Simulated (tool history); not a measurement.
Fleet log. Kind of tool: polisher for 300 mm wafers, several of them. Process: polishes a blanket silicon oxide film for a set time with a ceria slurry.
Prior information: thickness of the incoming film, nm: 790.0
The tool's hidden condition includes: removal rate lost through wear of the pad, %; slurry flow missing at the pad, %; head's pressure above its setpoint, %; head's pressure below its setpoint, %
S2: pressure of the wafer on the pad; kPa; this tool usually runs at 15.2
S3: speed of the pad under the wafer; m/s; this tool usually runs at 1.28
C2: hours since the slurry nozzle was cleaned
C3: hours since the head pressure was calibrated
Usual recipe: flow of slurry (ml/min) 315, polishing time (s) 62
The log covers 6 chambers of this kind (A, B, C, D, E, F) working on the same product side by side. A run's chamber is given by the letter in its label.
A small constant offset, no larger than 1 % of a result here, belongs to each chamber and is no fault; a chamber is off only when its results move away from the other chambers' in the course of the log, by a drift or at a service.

-- hour=2.8 chamber C: worn pad replaced by a new one
run 1F hour=7.3 | flow_of_slurry_(ml/min)=315 S2=15.2 S3=1.28 polishing_time_(s)=62 | wafers_polished_on_this_pad=445 C2=42.3 C3=251.8 | film_removed_(angstrom)=2166.5
-- hour=8.4 chamber A: worn pad replaced by a new one
run 2B hour=16.9 | flow_of_slurry_(ml/min)=315 S2=15.2 S3=1.28 polishing_time_(s)=62 | wafers_polished_on_this_pad=803 C2=134.1 C3=1311.8 | film_removed_(angstrom)=2226.4
run 3C hour=22 | flow_of_slurry_(ml/min)=315 S2=15.2 S3=1.28 polishing_time_(s)=62 | wafers_polished_on_this_pad=311 C2=158 C3=657.9 | film_removed_(angstrom)=2230.5
run 4E hour=28.1 | flow_of_slurry_(ml/min)=315 S2=15.2 S3=1.28 polishing_time_(s)=62 | wafers_polished_on_this_pad=1107 C2=288.1 C3=317 | film_removed_(angstrom)=2167.6
run 5D hour=34.3 | flow_of_slurry_(ml/min)=315 S2=15.2 S3=1.28 polishing_time_(s)=62 | wafers_polished_on_this_pad=736 C2=180.1 C3=436.9 | film_removed_(angstrom)=2155
-- hour=38.5 chamber B: worn pad replaced by a new one
run 6A hour=42.2 | flow_of_slurry_(ml/min)=315 S2=15.2 S3=1.28 polishing_time_(s)=62 | wafers_polished_on_this_pad=547 C2=271.3 C3=256.1 | film_removed_(angstrom)=2197.8
run 7C hour=52.3 | flow_of_slurry_(ml/min)=250 S2=10.3 S3=1.28 polishing_time_(s)=62 | wafers_polished_on_this_pad=801 C2=188.3 C3=688.2 | film_removed_(angstrom)=1474
-- hour=53.7 chamber D: worn pad replaced by a new one
-- hour=57.2 chamber F: worn pad replaced by a new one
run 8D hour=58.3 | flow_of_slurry_(ml/min)=250 S2=10.3 S3=1.28 polishing_time_(s)=62 | wafers_polished_on_this_pad=74 C2=204.1 C3=460.9 | film_removed_(angstrom)=1466
run 9E hour=64.7 | flow_of_slurry_(ml/min)=250 S2=10.3 S3=1.28 polishing_time_(s)=62 | wafers_polished_on_this_pad=1698 C2=324.7 C3=353.6 | film_removed_(angstrom)=1459.5
-- hour=66.7 chamber A: slurry nozzle cleaned
run 10A hour=75.6 | flow_of_slurry_(ml/min)=250 S2=10.3 S3=1.28 polishing_time_(s)=62 | wafers_polished_on_this_pad=1087 C2=8.9 C3=289.5 | film_removed_(angstrom)=1446.2
-- hour=78.3 chamber C: worn pad replaced by a new one
run 11F hour=81.2 | flow_of_slurry_(ml/min)=250 S2=10.3 S3=1.28 polishing_time_(s)=62 | wafers_polished_on_this_pad=389 C2=116.2 C3=325.7 | film_removed_(angstrom)=1494.2
-- hour=85.9 chamber D: slurry nozzle cleaned
run 12B hour=89.5 | flow_of_slurry_(ml/min)=250 S2=10.3 S3=1.28 polishing_time_(s)=62 | wafers_polished_on_this_pad=825 C2=206.7 C3=1384.4 | film_removed_(angstrom)=1455.9
-- hour=90.1 chamber A: worn pad replaced by a new one
-- hour=94.3 chamber C: head pressure recalibrated
run 13D hour=96.4 | flow_of_slurry_(ml/min)=315 S2=15.2 S3=1.56 polishing_time_(s)=83 | wafers_polished_on_this_pad=690 C2=10.6 C3=499 | film_removed_(angstrom)=3603.3
run 14C hour=103.4 | flow_of_slurry_(ml/min)=315 S2=15.2 S3=1.56 polishing_time_(s)=83 | wafers_polished_on_this_pad=406 C2=239.4 C3=9.1 | film_removed_(angstrom)=3522
run 15F hour=114.5 | flow_of_slurry_(ml/min)=315 S2=15.2 S3=1.56 polishing_time_(s)=83 | wafers_polished_on_this_pad=927 C2=149.5 C3=359 | film_removed_(angstrom)=3521.5
-- hour=118.7 chamber D: worn pad replaced by a new one
-- hour=119.3 chamber B: worn pad replaced by a new one
-- hour=124.8 chamber F: worn pad replaced by a new one
run 16E hour=125.8 | flow_of_slurry_(ml/min)=315 S2=15.2 S3=1.56 polishing_time_(s)=83 | wafers_polished_on_this_pad=2686 C2=385.8 C3=414.7 | film_removed_(angstrom)=3527.3
-- hour=136.7 chamber B: head pressure recalibrated
run 17B hour=136.8 | flow_of_slurry_(ml/min)=315 S2=15.2 S3=1.56 polishing_time_(s)=83 | wafers_polished_on_this_pad=283 C2=254 C3=0.2 | film_removed_(angstrom)=3584.2
-- hour=137.4 chamber C: slurry nozzle cleaned
run 18A hour=147 | flow_of_slurry_(ml/min)=315 S2=15.2 S3=1.56 polishing_time_(s)=83 | wafers_polished_on_this_pad=921 C2=80.3 C3=360.9 | film_removed_(angstrom)=3514.3
-- hour=153.1 chamber A: worn pad replaced by a new one
run 19B hour=155.6 | flow_of_slurry_(ml/min)=315 S2=15.2 S3=1.28 polishing_time_(s)=62 | wafers_polished_on_this_pad=587 C2=272.8 C3=19 | film_removed_(angstrom)=2233.6
-- hour=160.8 chamber C: worn pad replaced by a new one
run 20F hour=166.2 | flow_of_slurry_(ml/min)=315 S2=11 S3=1.28 polishing_time_(s)=62 | wafers_polished_on_this_pad=669 C2=201.2 C3=410.7 | film_removed_(angstrom)=1581.2
run 21C hour=171.2 | flow_of_slurry_(ml/min)=315 S2=11 S3=1.28 polishing_time_(s)=62 | wafers_polished_on_this_pad=169 C2=33.9 C3=76.9 | film_removed_(angstrom)=1606
run 22D hour=179.7 | flow_of_slurry_(ml/min)=315 S2=11 S3=1.28 polishing_time_(s)=62 | wafers_polished_on_this_pad=986 C2=93.9 C3=582.3 | film_removed_(angstrom)=1600.8
run 23E hour=190.6 | flow_of_slurry_(ml/min)=315 S2=11 S3=1.28 polishing_time_(s)=62 | wafers_polished_on_this_pad=3734 C2=450.6 C3=479.5 | film_removed_(angstrom)=1496
-- hour=199.2 chamber D: worn pad replaced by a new one
run 24A hour=199.7 | flow_of_slurry_(ml/min)=315 S2=11 S3=1.28 polishing_time_(s)=62 | wafers_polished_on_this_pad=754 C2=133 C3=413.6 | film_removed_(angstrom)=1587
-- hour=200.9 chamber B: worn pad replaced by a new one
-- hour=206.1 chamber F: worn pad replaced by a new one
run 25E hour=209.6 | flow_of_slurry_(ml/min)=315 S2=11 S3=1.28 polishing_time_(s)=62 | wafers_polished_on_this_pad=4041 C2=469.6 C3=498.5 | film_removed_(angstrom)=1550.5
run 26C hour=216.1 | flow_of_slurry_(ml/min)=315 S2=15.2 S3=1.28 polishing_time_(s)=62 | wafers_polished_on_this_pad=895 C2=78.8 C3=121.8 | film_removed_(angstrom)=2165.3
-- hour=218.4 chamber A: head pressure recalibrated
run 27B hour=225.5 | flow_of_slurry_(ml/min)=315 S2=15.2 S3=1.54 polishing_time_(s)=72 | wafers_polished_on_this_pad=399 C2=342.7 C3=88.9 | film_removed_(angstrom)=3049.9
-- hour=230.4 chamber A: worn pad replaced by a new one
-- hour=233.8 chamber C: worn pad replaced by a new one
run 28D hour=236.3 | flow_of_slurry_(ml/min)=315 S2=15.2 S3=1.54 polishing_time_(s)=72 | wafers_polished_on_this_pad=600 C2=150.5 C3=638.9 | film_removed_(angstrom)=3051
run 29F hour=241.8 | flow_of_slurry_(ml/min)=315 S2=15.2 S3=1.54 polishing_time_(s)=72 | wafers_polished_on_this_pad=578 C2=276.8 C3=486.3 | film_removed_(angstrom)=2992.1
run 30A hour=249.4 | flow_of_slurry_(ml/min)=315 S2=15.2 S3=1.54 polishing_time_(s)=72 | wafers_polished_on_this_pad=307 C2=182.7 C3=31.1 | film_removed_(angstrom)=3078.8
run 31F hour=260.9 | flow_of_slurry_(ml/min)=315 S2=15.2 S3=1.54 polishing_time_(s)=72 | wafers_polished_on_this_pad=887 C2=295.9 C3=505.4 | film_removed_(angstrom)=2986.4
-- hour=265.1 chamber B: worn pad replaced by a new one
run 32C hour=266.8 | flow_of_slurry_(ml/min)=315 S2=15.2 S3=1.54 polishing_time_(s)=72 | wafers_polished_on_this_pad=534 C2=129.5 C3=172.5 | film_removed_(angstrom)=2984.9
-- hour=267.2 chamber D: worn pad replaced by a new one
-- hour=270.8 chamber F: worn pad replaced by a new one
run 33B hour=276.9 | flow_of_slurry_(ml/min)=315 S2=15.2 S3=1.28 polishing_time_(s)=62 | wafers_polished_on_this_pad=191 C2=394.1 C3=140.3 | film_removed_(angstrom)=2176
run 34E hour=283 | flow_of_slurry_(ml/min)=315 S2=15.2 S3=1.28 polishing_time_(s)=62 | wafers_polished_on_this_pad=5228 C2=543 C3=571.9 | film_removed_(angstrom)=2055.7
run 35A hour=294 | flow_of_slurry_(ml/min)=315 S2=15.2 S3=1.28 polishing_time_(s)=62 | wafers_polished_on_this_pad=1028 C2=227.3 C3=75.7 | film_removed_(angstrom)=2176.3
-- hour=303.2 chamber C: worn pad replaced by a new one
run 36D hour=304.6 | flow_of_slurry_(ml/min)=315 S2=15.2 S3=1.28 polishing_time_(s)=62 | wafers_polished_on_this_pad=605 C2=218.8 C3=707.2 | film_removed_(angstrom)=2172.1
-- hour=308.2 chamber A: worn pad replaced by a new one
run 37C hour=316.1 | flow_of_slurry_(ml/min)=250 S2=15.2 S3=1.42 polishing_time_(s)=62 | wafers_polished_on_this_pad=209 C2=178.8 C3=221.8 | film_removed_(angstrom)=2396.5
-- hour=320.3 chamber D: slurry nozzle cleaned
run 38A hour=326.3 | flow_of_slurry_(ml/min)=250 S2=15.2 S3=1.42 polishing_time_(s)=62 | wafers_polished_on_this_pad=293 C2=259.6 C3=108 | film_removed_(angstrom)=2413.1
run 39E hour=334.6 | flow_of_slurry_(ml/min)=250 S2=15.2 S3=1.42 polishing_time_(s)=62 | wafers_polished_on_this_pad=6062 C2=594.6 C3=623.5 | film_removed_(angstrom)=2113.3
-- hour=340.3 chamber D: worn pad replaced by a new one
run 40B hour=343.2 | flow_of_slurry_(ml/min)=250 S2=15.2 S3=1.42 polishing_time_(s)=62 | wafers_polished_on_this_pad=1263 C2=460.4 C3=206.6 | film_removed_(angstrom)=2404.5
-- hour=344 chamber F: worn pad replaced by a new one
run 41F hour=351.8 | flow_of_slurry_(ml/min)=250 S2=15.2 S3=1.42 polishing_time_(s)=62 | wafers_polished_on_this_pad=127 C2=386.8 C3=596.3 | film_removed_(angstrom)=2305.5
run 42D hour=362.5 | flow_of_slurry_(ml/min)=250 S2=15.2 S3=1.42 polishing_time_(s)=62 | wafers_polished_on_this_pad=360 C2=42.3 C3=765.1 | film_removed_(angstrom)=2355.4
run 43E hour=368.7 | flow_of_slurry_(ml/min)=315 S2=15.2 S3=1.28 polishing_time_(s)=62 | wafers_polished_on_this_pad=6613 C2=628.7 C3=657.6 | film_removed_(angstrom)=1970.7

All chambers now run identical settings, listed one chamber a line with results as question marks. What results will each chamber show?
run 44A hour=377 | flow_of_slurry_(ml/min)=315 S2=15.2 S3=1.28 polishing_time_(s)=62 | film_removed_(angstrom)=?
run 44B hour=377 | flow_of_slurry_(ml/min)=315 S2=15.2 S3=1.28 polishing_time_(s)=62 | film_removed_(angstrom)=?
run 44C hour=377 | flow_of_slurry_(ml/min)=315 S2=15.2 S3=1.28 polishing_time_(s)=62 | film_removed_(angstrom)=?
run 44D hour=377 | flow_of_slurry_(ml/min)=315 S2=15.2 S3=1.28 polishing_time_(s)=62 | film_removed_(angstrom)=?
run 44E hour=377 | flow_of_slurry_(ml/min)=315 S2=15.2 S3=1.28 polishing_time_(s)=62 | film_removed_(angstrom)=?
run 44F hour=377 | flow_of_slurry_(ml/min)=315 S2=15.2 S3=1.28 polishing_time_(s)=62 | film_removed_(angstrom)=?

run=44A film_removed_(angstrom)=2188.4
run=44B film_removed_(angstrom)=2188.4
run=44C film_removed_(angstrom)=2146.5
run=44D film_removed_(angstrom)=2207.2
run=44E film_removed_(angstrom)=1942.5
run=44F film_removed_(angstrom)=2228.5
